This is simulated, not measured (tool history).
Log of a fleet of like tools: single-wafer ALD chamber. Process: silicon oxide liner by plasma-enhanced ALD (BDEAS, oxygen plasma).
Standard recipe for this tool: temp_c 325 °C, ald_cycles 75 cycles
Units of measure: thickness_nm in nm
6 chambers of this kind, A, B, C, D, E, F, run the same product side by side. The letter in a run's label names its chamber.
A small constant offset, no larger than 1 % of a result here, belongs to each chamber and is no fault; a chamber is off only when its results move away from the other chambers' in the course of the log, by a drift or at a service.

run,hour,temp_c,ald_cycles,hours since the last thermocouple change,"read-back reference wafer on the same gauge, thickness_nm",thickness_nm
1D,6.7,325,75,1127.4,5.5951,6.7758
2B,11.8,325,75,892.5,5.6038,6.6737
3E,18.3,325,75,391.9,5.5972,6.7613
4F,23.0,325,75,846.5,5.6023,6.6924
5C,27.0,325,75,1284.6,5.5995,6.7056
6A,34.5,325,75,429.5,5.5984,6.6494
7C,39.0,325,75,1296.6,5.5990,6.6836
8E,44.1,325,75,417.7,5.5997,6.7147
9B,50.7,325,75,931.4,5.6006,6.7008
10D,57.0,325,75,1177.7,5.6021,6.7752
11F,63.4,325,75,886.9,5.6049,6.6550
12A,69.3,325,75,464.3,5.6028,6.6395
13F,73.5,325,75,897.0,5.5983,6.6747
14E,81.0,325,75,454.6,5.6019,6.7391
15B,85.0,325,75,965.7,5.5991,6.6905
16D,91.9,333,75,1212.6,5.5994,6.6860
17C,98.3,333,75,1355.9,5.5970,6.6572
18A,106.3,333,75,501.3,5.5976,6.5453
19E,110.0,333,75,483.6,5.6014,6.6493
20F,115.4,333,75,938.9,5.5997,6.6678
21A,119.4,333,75,514.4,5.6018,6.5780
22C,127.2,325,86,1384.8,5.6015,7.7102
23B,135.3,325,86,1016.0,5.5976,7.7074
24D,140.8,325,86,1261.5,5.6019,7.7339
25C,147.6,325,86,1405.2,5.5994,7.7264
26F,154.3,325,86,977.8,5.6005,7.6869
27E,160.9,325,86,534.5,5.6021,7.7126
28B,164.9,325,75,1045.6,5.6014,6.6615
29D,169.9,325,75,1290.6,5.6049,6.7905
30A,176.7,325,75,571.7,5.5978,6.6303
31B,182.1,325,75,1062.8,5.5973,6.6980
32E,185.8,325,75,559.4,5.6031,6.7217
33A,192.6,325,75,587.6,5.6036,6.6508
34D,200.8,325,75,1321.5,5.5994,6.7220
35F,205.7,325,75,1029.2,5.5965,6.6598
36C,212.3,325,75,1469.9,5.5963,6.7036
37A,217.0,325,75,612.0,5.6014,6.6715
38C,224.9,325,75,1482.5,5.5992,6.7354
39B,231.8,325,75,1112.5,5.5971,6.7032
40F,235.8,325,75,1059.3,5.6036,6.7051
41D,242.1,325,75,1362.8,5.6037,6.7696

Read the log: is a single chamber off, either drifting away or since a service, is the gauge that measures every chamber drifting, or is nothing wrong beyond small per-chamber offsets? Name any odd chamber and what most likely caused it.

Neither any chamber nor the gauge drifts; the chambers differ only by their own small, steady offsets.
